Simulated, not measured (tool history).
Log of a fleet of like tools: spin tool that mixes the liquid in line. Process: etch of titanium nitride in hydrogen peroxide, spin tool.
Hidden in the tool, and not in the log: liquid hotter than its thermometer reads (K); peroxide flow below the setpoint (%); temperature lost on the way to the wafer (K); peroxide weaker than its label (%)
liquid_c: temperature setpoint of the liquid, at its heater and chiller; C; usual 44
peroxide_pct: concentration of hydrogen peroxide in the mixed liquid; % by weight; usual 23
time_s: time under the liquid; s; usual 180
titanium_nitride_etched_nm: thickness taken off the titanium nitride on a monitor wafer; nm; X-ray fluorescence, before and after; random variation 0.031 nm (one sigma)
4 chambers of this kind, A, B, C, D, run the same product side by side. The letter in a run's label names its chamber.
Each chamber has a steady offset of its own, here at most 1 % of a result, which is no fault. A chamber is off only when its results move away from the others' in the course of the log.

| run | hour | liquid_c | peroxide_pct | time_s | hours since the thermometer was replaced | hours since the peroxide flow meter was replaced | hours since the heated supply line was repaired | hours since the drum of peroxide was connected | read-back film thickness of the titanium nitride reference wafer, read on the same gauge (nm) | titanium_nitride_etched_nm |
|---|---|---|---|---|---|---|---|---|---|---|
| 1B | 3.3 | 44 | 23 | 180 | 94.1 | 147.9 | 1361.1 | 160.3 | 109.97 | 4.1824 |
| 2D | 10.5 | 44 | 23 | 180 | 1555.2 | 30.7 | 3310.5 | 472.3 | 110.02 | 4.2884 |
| 3C | 17.8 | 44 | 23 | 180 | 473.7 | 870.4 | 706.9 | 181.2 | 110.01 | 4.2225 |
| 4A | 23.8 | 44 | 23 | 180 | 536.9 | 896.1 | 680.4 | 781.8 | 110 | 4.278 |
| 5B | 28.2 | 44 | 23 | 180 | 119 | 172.8 | 1386 | 185.2 | 110 | 4.2116 |
| 6C | 33.7 | 44 | 23 | 180 | 489.6 | 886.3 | 722.8 | 197.1 | 110.01 | 4.1884 |
|  | 38.8 | chamber A: peroxide flow meter replaced |
| 7A | 40.5 | 44 | 25 | 180 | 553.6 | 1.7 | 697.1 | 798.5 | 110.01 | 4.3145 |
| 8D | 44.9 | 44 | 25 | 180 | 1589.6 | 65.1 | 3344.9 | 506.7 | 110 | 4.3713 |
| 9D | 49.1 | 44 | 25 | 180 | 1593.8 | 69.3 | 3349.1 | 510.9 | 110 | 4.3376 |
|  | 51.8 | chamber A: thermometer replaced |
| 10C | 56.4 | 44 | 25 | 180 | 512.3 | 909 | 745.5 | 219.8 | 110 | 4.328 |
| 11B | 63.2 | 44 | 23 | 180 | 154 | 207.8 | 1421 | 220.2 | 110 | 4.1723 |
| 12A | 70.3 | 44 | 17.5 | 180 | 18.5 | 31.5 | 726.9 | 828.3 | 110.01 | 3.934 |
| 13A | 74 | 44 | 17.5 | 180 | 22.2 | 35.2 | 730.6 | 832 | 110.02 | 3.9074 |
| 14C | 79.5 | 44 | 17.5 | 180 | 535.4 | 932.1 | 768.6 | 242.9 | 110 | 3.9527 |
| 15D | 85 | 44 | 17.5 | 180 | 1629.7 | 105.2 | 3385 | 546.8 | 110.03 | 4.0133 |
| 16B | 90.3 | 44 | 23 | 180 | 181.1 | 234.9 | 1448.1 | 247.3 | 109.99 | 4.2027 |
| 17A | 95.2 | 44 | 23 | 180 | 43.4 | 56.4 | 751.8 | 853.2 | 110 | 4.0406 |
| 18D | 100.5 | 47.5 | 23 | 180 | 1645.2 | 120.7 | 3400.5 | 562.3 | 110.01 | 5.4763 |
|  | 100.8 | chamber D: new drum of peroxide connected |
| 19C | 104.3 | 47.5 | 23 | 180 | 560.2 | 956.9 | 793.4 | 267.7 | 109.99 | 5.4372 |
| 20B | 111.4 | 47.5 | 23 | 180 | 202.2 | 256 | 1469.2 | 268.4 | 109.97 | 5.3926 |
| 21B | 117.3 | 47.5 | 23 | 180 | 208.1 | 261.9 | 1475.1 | 274.3 | 110 | 5.3949 |
| 22D | 123.8 | 44 | 23 | 180 | 1668.5 | 144 | 3423.8 | 23.1 | 110.02 | 4.2373 |
| 23C | 128.2 | 44 | 23 | 180 | 584.1 | 980.8 | 817.3 | 291.6 | 109.99 | 4.2015 |
| 24A | 133.9 | 44 | 23 | 180 | 82.1 | 95.1 | 790.5 | 891.9 | 109.99 | 4.0339 |
| 25B | 137.4 | 44 | 23 | 180 | 228.2 | 282 | 1495.2 | 294.4 | 109.98 | 4.2477 |
|  | 137.8 | chamber D: thermometer replaced |
| 26D | 140.7 | 44 | 16 | 260 | 3 | 160.9 | 3440.7 | 40 | 110.01 | 5.648 |
| 27C | 144.5 | 44 | 16 | 260 | 600.4 | 997.1 | 833.6 | 307.9 | 110.01 | 5.5734 |
| 28A | 150.8 | 44 | 16 | 260 | 99 | 112 | 807.4 | 908.8 | 109.97 | 5.3201 |
| 29B | 157.3 | 44 | 16 | 260 | 248.1 | 301.9 | 1515.1 | 314.3 | 110 | 5.6349 |
| 30D | 163.6 | 44 | 23 | 180 | 25.9 | 183.8 | 3463.6 | 62.9 | 110 | 4.2643 |
| 31A | 168.6 | 44 | 23 | 180 | 116.8 | 129.8 | 825.2 | 926.6 | 110 | 4.0274 |
| 32C | 173.1 | 44 | 23 | 180 | 629 | 1025.7 | 862.2 | 336.5 | 110 | 4.1725 |
| 33A | 179.7 | 44 | 23 | 180 | 127.9 | 140.9 | 836.3 | 937.7 | 110 | 3.9212 |

What goes on in this fleet: one chamber off, a drifting gauge, or nothing beyond the chambers' own small offsets? Name the chamber and the cause, if any.

Chamber A drifts away from the others.
Cause: temperature lost on the way to the wafer (K) = 1.06.

Here are 4 candidates for chamber A's next run, each the usual settings with a change, their results left as question marks. Which one brings its results back in line with what the others give on the usual settings?
In line means no further than this from the other chambers' mean on the usual settings: titanium_nitride_etched_nm 0.11 nm
| 34A-1 | 185 | 45 | 23 | 180 |  |  |  |  |  | ? |
| 34A-2 | 185 | 44 | 23 | 175 |  |  |  |  |  | ? |
| 34A-3 | 185 | 44 | 23 | 185 |  |  |  |  |  | ? |
| 34A-4 | 185 | 43.5 | 23 | 175 |  |  |  |  |  | ? |

The other chambers' mean on the usual settings: titanium_nitride_etched_nm 4.2143 nm
| run | titanium_nitride_etched_nm |
|---|---|
| 34A-1 | 4.237 |
| 34A-2 | 3.8236 |
| 34A-3 | 4.0421 |
| 34A-4 | 3.6845 |
34A-1 brings the chamber back in line.

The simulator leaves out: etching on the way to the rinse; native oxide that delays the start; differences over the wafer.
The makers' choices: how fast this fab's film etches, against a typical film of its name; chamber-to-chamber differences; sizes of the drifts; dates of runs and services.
